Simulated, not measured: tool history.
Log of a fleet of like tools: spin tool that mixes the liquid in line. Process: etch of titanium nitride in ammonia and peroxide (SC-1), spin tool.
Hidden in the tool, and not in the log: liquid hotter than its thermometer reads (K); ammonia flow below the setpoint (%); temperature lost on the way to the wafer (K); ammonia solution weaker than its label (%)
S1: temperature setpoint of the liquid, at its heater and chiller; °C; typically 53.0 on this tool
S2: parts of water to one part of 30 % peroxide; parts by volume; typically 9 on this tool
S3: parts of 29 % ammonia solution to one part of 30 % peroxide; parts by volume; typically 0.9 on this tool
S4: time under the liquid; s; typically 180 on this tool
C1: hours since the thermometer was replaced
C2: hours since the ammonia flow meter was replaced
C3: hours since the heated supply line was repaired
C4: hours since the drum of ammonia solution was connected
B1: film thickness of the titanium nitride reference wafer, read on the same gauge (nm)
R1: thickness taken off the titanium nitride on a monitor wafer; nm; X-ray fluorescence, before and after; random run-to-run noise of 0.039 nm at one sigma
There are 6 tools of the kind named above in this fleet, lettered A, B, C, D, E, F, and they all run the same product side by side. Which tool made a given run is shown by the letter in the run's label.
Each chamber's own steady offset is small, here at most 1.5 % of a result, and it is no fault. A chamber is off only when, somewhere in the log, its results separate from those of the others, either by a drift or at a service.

run	hour	S1	S2	S3	S4	C1	C2	C3	C4	B1	R1
# hour 3.5: chamber D: new drum of ammonia solution connected
1D	11.2	53.0	9	0.9	180	432.0	902.6	1971.8	7.7	139.99	8.6413
2A	17.9	53.0	9	0.9	180	1235.3	508.6	2573.6	875.2	140.00	8.8228
# hour 18.9: chamber F: new drum of ammonia solution connected
3F	25.7	53.0	9	0.9	180	2125.9	74.0	2334.8	6.9	140.00	8.5977
4E	38.9	53.0	9	0.9	180	1165.0	75.4	1180.9	447.7	140.01	8.6033
5C	53.5	53.0	9	0.9	180	608.5	911.5	1750.4	325.8	139.98	8.7604
6B	64.6	53.0	9	0.6	180	1864.0	302.3	1714.6	240.4	139.99	8.2528
7C	73.0	53.0	9	0.6	180	628.0	931.0	1769.9	345.3	140.00	8.2425
8F	81.8	53.0	9	0.6	180	2182.0	130.1	2390.9	63.0	140.00	8.1287
9B	94.5	53.0	9	0.6	180	1893.9	332.2	1744.5	270.3	140.02	8.2497
10E	104.8	53.0	9	0.6	180	1230.9	141.3	1246.8	513.6	140.01	8.1051
11A	115.0	53.0	9	0.6	180	1332.4	605.7	2670.7	972.3	140.00	8.2692
# hour 119.1: chamber B: thermometer replaced
# hour 125.4: chamber A: new drum of ammonia solution connected
12D	126.9	53.0	9	0.9	180	547.7	1018.3	2087.5	123.4	139.97	8.5540
13A	135.9	53.0	9	0.9	180	1353.3	626.6	2691.6	10.5	140.01	8.7520
14C	143.5	53.0	9	0.9	180	698.5	1001.5	1840.4	415.8	139.97	8.7290
15E	155.1	53.0	9	0.9	180	1281.2	191.6	1297.1	563.9	140.00	8.6724
16B	169.3	53.0	9	0.9	180	50.2	407.0	1819.3	345.1	140.01	8.8104
# hour 173.4: chamber A: heated supply line repaired
17D	181.5	53.0	9	0.9	180	602.3	1072.9	2142.1	178.0	140.01	8.5578
18F	193.2	53.0	9	0.9	180	2293.4	241.5	2502.3	174.4	139.98	8.6063
# hour 195.4: chamber C: heated supply line repaired
19C	206.5	53.0	9	0.9	180	761.5	1064.5	11.2	478.8	139.98	8.8119
20A	217.0	53.0	9	0.9	180	1434.4	707.7	43.7	91.6	140.02	8.7363
21B	224.0	53.0	9	0.9	180	104.9	461.7	1874.0	399.8	139.99	8.8111
22F	239.0	53.0	9	0.9	180	2339.2	287.3	2548.1	220.2	140.01	8.6674
23E	251.9	53.0	9	0.9	180	1378.0	288.4	1393.9	660.7	140.01	8.6140
# hour 259.4: chamber D: ammonia flow meter replaced
24D	266.1	53.0	9	0.9	180	686.9	6.7	2226.7	262.6	140.02	8.4822
25A	276.2	48.0	9	0.9	235	1493.6	766.9	102.9	150.8	139.96	8.0795
# hour 280.2: chamber F: thermometer replaced
26F	289.9	48.0	9	0.9	235	9.7	338.2	2599.0	271.1	140.00	8.0292
27C	301.2	48.0	9	0.9	235	856.2	1159.2	105.9	573.5	139.99	8.0378
28D	311.0	48.0	9	0.9	235	731.8	51.6	2271.6	307.5	139.97	7.8284
29B	322.3	48.0	9	0.9	235	203.2	560.0	1972.3	498.1	139.98	8.1168
30E	330.8	48.0	9	0.9	235	1456.9	367.3	1472.8	739.6	139.96	7.8614
31E	341.7	53.0	9	0.9	180	1467.8	378.2	1483.7	750.5	140.00	8.7145
32B	356.6	53.0	9	0.9	180	237.5	594.3	2006.6	532.4	140.00	8.8053
33F	369.7	53.0	11	0.9	250	89.5	418.0	2678.8	350.9	140.00	10.7970
34D	381.7	53.0	11	0.9	250	802.5	122.3	2342.3	378.2	140.01	10.5540
35A	396.2	53.0	11	0.9	250	1613.6	886.9	222.9	270.8	140.03	11.0820
36C	406.4	53.0	11	0.9	250	961.4	1264.4	211.1	678.7	139.97	10.9710
37A	414.0	53.0	11	0.9	250	1631.4	904.7	240.7	288.6	140.01	11.0850
38B	424.5	53.0	11	0.9	250	305.4	662.2	2074.5	600.3	139.99	11.0950
39C	437.4	53.0	9	0.9	180	992.4	1295.4	242.1	709.7	140.00	8.8174

Next, all 6 chambers run the settings below, one line each with question marks for the results. What does each chamber give?
40A	448.2	61.5	9	0.9	180						?
40B	448.2	61.5	9	0.9	180						?
40C	448.2	61.5	9	0.9	180						?
40D	448.2	61.5	9	0.9	180						?
40E	448.2	61.5	9	0.9	180						?
40F	448.2	61.5	9	0.9	180						?

run	R1
40A	15.6220
40B	15.5030
40C	15.6850
40D	14.6490
40E	15.3890
40F	15.1330
